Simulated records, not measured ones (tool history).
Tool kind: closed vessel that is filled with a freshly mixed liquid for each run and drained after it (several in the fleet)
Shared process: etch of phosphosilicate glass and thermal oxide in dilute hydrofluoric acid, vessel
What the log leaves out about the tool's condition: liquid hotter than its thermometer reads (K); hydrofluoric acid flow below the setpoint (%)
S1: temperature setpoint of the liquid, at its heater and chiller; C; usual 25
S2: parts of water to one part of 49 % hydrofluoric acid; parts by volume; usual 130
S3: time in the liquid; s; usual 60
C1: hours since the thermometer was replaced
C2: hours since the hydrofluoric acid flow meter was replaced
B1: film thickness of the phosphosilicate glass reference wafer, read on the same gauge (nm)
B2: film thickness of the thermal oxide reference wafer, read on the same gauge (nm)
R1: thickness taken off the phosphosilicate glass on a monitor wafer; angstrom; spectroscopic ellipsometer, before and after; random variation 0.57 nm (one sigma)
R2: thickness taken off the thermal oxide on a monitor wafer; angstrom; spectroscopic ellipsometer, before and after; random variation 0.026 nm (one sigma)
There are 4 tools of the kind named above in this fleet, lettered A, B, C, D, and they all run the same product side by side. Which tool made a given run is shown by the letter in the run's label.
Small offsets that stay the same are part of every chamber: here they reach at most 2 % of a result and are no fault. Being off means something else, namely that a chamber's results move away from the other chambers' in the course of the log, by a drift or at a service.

run,hour,S1,S2,S3,C1,C2,B1,B2,R1,R2
1D,10.3,25,130,60,1455.5,916.1,139.97,39.976,889.79,23.463
2C,19.6,25,130,60,371.8,1311.4,140.01,40.005,895.95,23.356
3A,26.8,25,130,60,478.3,1660.2,139.99,39.989,907.65,23.428
4B,32.9,25,130,60,517.7,1649,139.98,39.997,887.43,23.538
5B,40.7,25,130,60,525.5,1656.8,139.97,39.969,877.54,23.091
6D,50.9,25,130,60,1496.1,956.7,140.01,40,896.22,22.96
7C,60.7,25,130,60,412.9,1352.5,140.04,40.006,882.13,23.366
8A,66.6,25,130,60,518.1,1700,140.01,39.982,907.14,23.41
9C,76.4,25,100,60,428.6,1368.2,139.98,40.034,1202,30.898
10A,82.3,25,100,60,533.8,1715.7,140.03,40.018,1234.4,31.725
11D,91.5,25,100,60,1536.7,997.3,140.01,39.979,1209.5,30.873
12B,97.4,25,100,60,582.2,1713.5,139.99,40.039,1185,31.091
13D,107.4,25,130,60,1552.6,1013.2,140.03,40.017,908.34,23.053
14B,116.7,25,130,60,601.5,1732.8,140.04,39.971,885.33,23.2
15A,124.2,25,130,60,575.7,1757.6,140,40.026,902.01,23.422
16C,134.8,25,130,90,487,1426.6,140.04,39.988,1335.5,35
17D,140.6,25,130,90,1585.8,1046.4,139.97,40.02,1335.5,35.544
18C,146,25,130,90,498.2,1437.8,139.94,39.987,1351.3,34.506
19B,155.2,25,130,90,640,1771.3,139.92,39.99,1328.4,34.505
20A,160.2,25,130,60,611.7,1793.6,139.99,40.008,914.49,23.156
21B,167.2,25,130,60,652,1783.3,139.98,39.981,879.5,22.813
22D,175,25,130,60,1620.2,1080.8,140.01,39.995,910.08,23.321
23C,185.7,25,130,60,537.9,1477.5,140.02,40.014,893.08,23.224
24A,193.2,28.5,130,40,644.7,1826.6,140.04,39.979,688.8,17.963
25C,198.7,28.5,130,40,550.9,1490.5,139.96,39.988,669.98,17.696
26B,205.9,28.5,130,40,690.7,1822,140,39.994,679.11,17.569
27A,214.4,28.5,130,40,665.9,1847.8,139.97,40.031,687.89,18.24
28D,225.2,25,130,60,1670.4,1131,139.99,40.008,896.38,23.503
# hour 228.9: chamber A: thermometer replaced
29D,234.2,25,130,60,1679.4,1140,140.01,40.015,898.08,23.033
30B,240.3,25,130,60,725.1,1856.4,139.93,40.011,888.18,23.171
31C,247,25,130,60,599.2,1538.8,140.01,40.01,892.93,23.047
32A,254,25,130,60,25.2,1887.4,139.97,40.044,902.39,23.465

All chambers now run identical settings, listed one chamber a line with results as question marks. What results will each chamber show?
33A,261.9,25,130,60,,,,,?,?
33B,261.9,25,130,60,,,,,?,?
33C,261.9,25,130,60,,,,,?,?
33D,261.9,25,130,60,,,,,?,?

run,R1,R2
33A,901,23.878
33B,886.24,22.917
33C,886.45,23.106
33D,908.41,23.421
